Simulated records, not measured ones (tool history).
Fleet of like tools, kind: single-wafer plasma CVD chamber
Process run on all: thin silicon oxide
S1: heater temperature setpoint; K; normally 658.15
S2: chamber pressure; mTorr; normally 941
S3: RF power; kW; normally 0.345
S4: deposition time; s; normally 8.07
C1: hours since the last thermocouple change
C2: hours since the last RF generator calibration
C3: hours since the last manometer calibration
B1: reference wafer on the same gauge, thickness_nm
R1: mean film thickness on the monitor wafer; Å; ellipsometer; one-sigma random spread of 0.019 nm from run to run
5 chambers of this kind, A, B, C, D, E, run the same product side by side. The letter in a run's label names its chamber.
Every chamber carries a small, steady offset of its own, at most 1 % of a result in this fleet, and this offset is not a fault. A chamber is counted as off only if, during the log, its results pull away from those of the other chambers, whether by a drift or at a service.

Run 1C, hour 12.7: usual settings; C1 2027.1; C2 1042.7; C3 363.7; B1 18.306. Result: R1 180.76 Å.
Run 2E, hour 19.1: usual settings; C1 131.1; C2 668.1; C3 526.6; B1 18.300. Result: R1 180.88 Å.
Run 3B, hour 25.3: usual settings; C1 169.0; C2 153.7; C3 132.4; B1 18.307. Result: R1 182.76 Å.
Run 4A, hour 38.8: usual settings; C1 487.6; C2 510.3; C3 2328.3; B1 18.311. Result: R1 183.05 Å.
Run 5D, hour 46.7: usual settings; C1 286.1; C2 859.6; C3 1727.4; B1 18.311. Result: R1 184.27 Å.
At hour 57.6: chamber A: capacitance manometer re-zeroed and calibrated.
Run 6C, hour 57.7: usual settings; C1 2072.1; C2 1087.7; C3 408.7; B1 18.307. Result: R1 180.74 Å.
Run 7D, hour 66.0: usual settings; C1 305.4; C2 878.9; C3 1746.7; B1 18.318. Result: R1 184.09 Å.
Run 8A, hour 76.3: usual settings; C1 525.1; C2 547.8; C3 18.7; B1 18.319. Result: R1 183.18 Å.
Run 9E, hour 90.1: usual settings; C1 202.1; C2 739.1; C3 597.6; B1 18.323. Result: R1 180.27 Å.
Run 10B, hour 103.6: usual settings; C1 247.3; C2 232.0; C3 210.7; B1 18.327. Result: R1 183.29 Å.
Run 11E, hour 109.8: usual settings; C1 221.8; C2 758.8; C3 617.3; B1 18.327. Result: R1 180.76 Å.
At hour 112.4: chamber D: RF generator calibrated.
Run 12C, hour 116.5: usual settings but S4 8.81 s; C1 2130.9; C2 1146.5; C3 467.5; B1 18.331. Result: R1 197.59 Å.
Run 13D, hour 125.5: usual settings but S4 8.81 s; C1 364.9; C2 13.2; C3 1806.2; B1 18.329. Result: R1 201.08 Å.
Run 14A, hour 135.8: usual settings but S4 8.81 s; C1 584.6; C2 607.3; C3 78.2; B1 18.338. Result: R1 199.68 Å.
At hour 145.9: chamber E: RF generator calibrated.
Run 15B, hour 149.3: usual settings but S4 8.81 s; C1 293.0; C2 277.7; C3 256.4; B1 18.339. Result: R1 199.89 Å.
Run 16E, hour 162.9: usual settings but S4 8.81 s; C1 274.9; C2 17.1; C3 670.4; B1 18.340. Result: R1 197.56 Å.
Run 17A, hour 169.1: usual settings; C1 617.9; C2 640.6; C3 111.5; B1 18.341. Result: R1 183.32 Å.
Run 18B, hour 177.1: usual settings; C1 320.8; C2 305.5; C3 284.2; B1 18.341. Result: R1 183.29 Å.
Run 19C, hour 187.7: usual settings; C1 2202.1; C2 1217.7; C3 538.7; B1 18.347. Result: R1 180.83 Å.
Run 20D, hour 201.5: usual settings; C1 440.9; C2 89.2; C3 1882.2; B1 18.345. Result: R1 184.65 Å.
Run 21B, hour 214.3: usual settings; C1 358.0; C2 342.7; C3 321.4; B1 18.352. Result: R1 183.42 Å.
At hour 225.9: chamber C: thermocouple changed; heater temperature recalibrated.
Run 22E, hour 227.5: usual settings; C1 339.5; C2 81.7; C3 735.0; B1 18.357. Result: R1 181.03 Å.
Run 23C, hour 237.7: usual settings; C1 11.9; C2 1267.7; C3 588.7; B1 18.357. Result: R1 181.11 Å.
Run 24A, hour 249.7: usual settings; C1 698.5; C2 721.2; C3 192.1; B1 18.359. Result: R1 183.11 Å.
Run 25D, hour 262.6: usual settings; C1 502.0; C2 150.3; C3 1943.3; B1 18.367. Result: R1 184.85 Å.
Run 26E, hour 269.9: usual settings; C1 381.9; C2 124.1; C3 777.4; B1 18.364. Result: R1 180.74 Å.
Run 27C, hour 282.1: usual settings; C1 56.3; C2 1312.1; C3 633.1; B1 18.371. Result: R1 181.27 Å.
Run 28B, hour 295.7: usual settings; C1 439.4; C2 424.1; C3 402.8; B1 18.375. Result: R1 183.52 Å.
Run 29D, hour 307.6: usual settings but S2 761 mTorr, S3 0.315 kW; C1 547.0; C2 195.3; C3 1988.3; B1 18.375. Result: R1 147.68 Å.
Run 30A, hour 318.9: usual settings but S2 761 mTorr, S3 0.315 kW; C1 767.7; C2 790.4; C3 261.3; B1 18.374. Result: R1 147.15 Å.

Predict what each chamber gives when all 5 of them run the settings below next.
Run 31A, hour 328.7: usual settings but S3 0.305 kW. Result: R1 ?.
Run 31B, hour 328.7: usual settings but S3 0.305 kW. Result: R1 ?.
Run 31C, hour 328.7: usual settings but S3 0.305 kW. Result: R1 ?.
Run 31D, hour 328.7: usual settings but S3 0.305 kW. Result: R1 ?.
Run 31E, hour 328.7: usual settings but S3 0.305 kW. Result: R1 ?.

run      R1
31A  174.71
31B  175.05
31C  172.43
31D  175.89
31E  172.74
